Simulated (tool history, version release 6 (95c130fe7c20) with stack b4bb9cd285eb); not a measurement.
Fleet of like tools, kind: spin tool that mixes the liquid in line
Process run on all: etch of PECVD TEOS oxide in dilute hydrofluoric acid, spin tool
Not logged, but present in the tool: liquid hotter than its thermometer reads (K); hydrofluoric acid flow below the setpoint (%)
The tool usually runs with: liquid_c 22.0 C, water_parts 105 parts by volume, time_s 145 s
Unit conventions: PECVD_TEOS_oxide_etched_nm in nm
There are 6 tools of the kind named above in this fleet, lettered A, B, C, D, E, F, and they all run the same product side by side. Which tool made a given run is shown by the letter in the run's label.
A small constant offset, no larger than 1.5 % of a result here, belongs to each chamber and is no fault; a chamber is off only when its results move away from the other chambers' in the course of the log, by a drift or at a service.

run   hour  liquid_c  water_parts  time_s  hours since the thermometer was replaced  hours since the hydrofluoric acid flow meter was replaced  read-back film thickness of the PECVD TEOS oxide reference wafer, read on the same gauge (nm)  PECVD_TEOS_oxide_etched_nm
 1E    3.9      22.0          105     145                                    1261.7                                                      109.3                                                                                         40.005                     10.7970
 2F    9.7      22.0          105     145                                    1676.5                                                     1279.6                                                                                         39.971                     10.7160
 3B   13.8      22.0          105     145                                     526.1                                                      207.4                                                                                         40.003                     10.8150
 4D   20.1      22.0          105     145                                     666.7                                                       74.4                                                                                         39.962                     10.8440
 5C   26.8      22.0          105     145                                     620.8                                                     1422.7                                                                                         40.021                     10.8150
 6A   32.6      22.0          105     145                                     858.6                                                      433.8                                                                                         40.001                     10.8800
 7C   38.1      22.0          105     145                                     632.1                                                     1434.0                                                                                         40.007                     10.7930
 8F   44.1      22.0          105     145                                    1710.9                                                     1314.0                                                                                         39.983                     10.7910
 9B   50.5      22.0          105     145                                     562.8                                                      244.1                                                                                         40.016                     10.8030
10D   54.7      22.0          105     145                                     701.3                                                      109.0                                                                                         40.025                     10.8050
11A   60.5      22.0          105     145                                     886.5                                                      461.7                                                                                         40.008                     10.8580
12E   65.1      22.0          105     145                                    1322.9                                                      170.5                                                                                         39.969                     10.7670
      67.0  -- chamber B: thermometer replaced
13F   68.0      22.0          105     145                                    1734.8                                                     1337.9                                                                                         40.026                     10.6840
14D   71.3      22.0          105     145                                     717.9                                                      125.6                                                                                         39.983                     10.9130
15A   77.9      22.0          105     145                                     903.9                                                      479.1                                                                                         39.983                     10.9380
16C   83.9      22.0          105     145                                     677.9                                                     1479.8                                                                                         40.045                     10.8330
17E   86.8      22.0          105     145                                    1344.6                                                      192.2                                                                                         40.011                     10.8000
18B   90.4      22.0          105     145                                      23.4                                                      284.0                                                                                         40.029                     10.8780
19E   95.9      22.0          105     145                                    1353.7                                                      201.3                                                                                         39.994                     10.7540
20B  100.9      22.0          105     145                                      33.9                                                      294.5                                                                                         40.018                     10.7940
21F  107.1      22.0          105     145                                    1773.9                                                     1377.0                                                                                         39.998                     10.7210
22D  113.6      22.0          105     145                                     760.2                                                      167.9                                                                                         40.042                     10.8290
23C  116.6      22.0          105     145                                     710.6                                                     1512.5                                                                                         39.973                     10.8020
24A  120.2      22.0          105     145                                     946.2                                                      521.4                                                                                         40.009                     10.9610
25A  124.2      17.0          105     115                                     950.2                                                      525.4                                                                                         39.975                      7.0962
26B  129.3      17.0          105     115                                      62.3                                                      322.9                                                                                         40.027                      6.9701
27D  135.0      17.0          105     115                                     781.6                                                      189.3                                                                                         39.994                      7.0385
28F  138.6      17.0          105     115                                    1805.4                                                     1408.5                                                                                         40.025                      6.9077
29E  143.6      17.0          105     115                                    1401.4                                                      249.0                                                                                         40.021                      7.0029
30C  147.4      17.0          105     115                                     741.4                                                     1543.3                                                                                         39.996                      6.9883
31E  150.9      22.0          105     145                                    1408.7                                                      256.3                                                                                         39.995                     10.8500
32F  156.5      22.0          105     145                                    1823.3                                                     1426.4                                                                                         40.009                     10.7160
33C  162.0      22.0          105     145                                     756.0                                                     1557.9                                                                                         40.029                     10.8470
34A  168.1      22.0          105     145                                     994.1                                                      569.3                                                                                         40.016                     10.9330
35B  172.0      22.0          105     145                                     105.0                                                      365.6                                                                                         40.005                     10.8830
36D  176.2      22.0          105     145                                     822.8                                                      230.5                                                                                         40.003                     10.8960
37A  181.8      22.0          105     145                                    1007.8                                                      583.0                                                                                         40.007                     10.9960
38F  187.4      22.0          105     145                                    1854.2                                                     1457.3                                                                                         39.990                     10.7290
39C  191.5      22.0          105     145                                     785.5                                                     1587.4                                                                                         40.010                     10.8390
40D  194.4      22.0          105     145                                     841.0                                                      248.7                                                                                         39.962                     10.8540
41B  199.3      18.5          105     100                                     132.3                                                      392.9                                                                                         39.975                      6.4779

Is one chamber off against the others, does the gauge drift, or is nothing wrong? If a chamber is off, say which, and what the likeliest cause is.

The fleet is healthy, with each chamber sitting at its usual small offset and no drift in the gauge.

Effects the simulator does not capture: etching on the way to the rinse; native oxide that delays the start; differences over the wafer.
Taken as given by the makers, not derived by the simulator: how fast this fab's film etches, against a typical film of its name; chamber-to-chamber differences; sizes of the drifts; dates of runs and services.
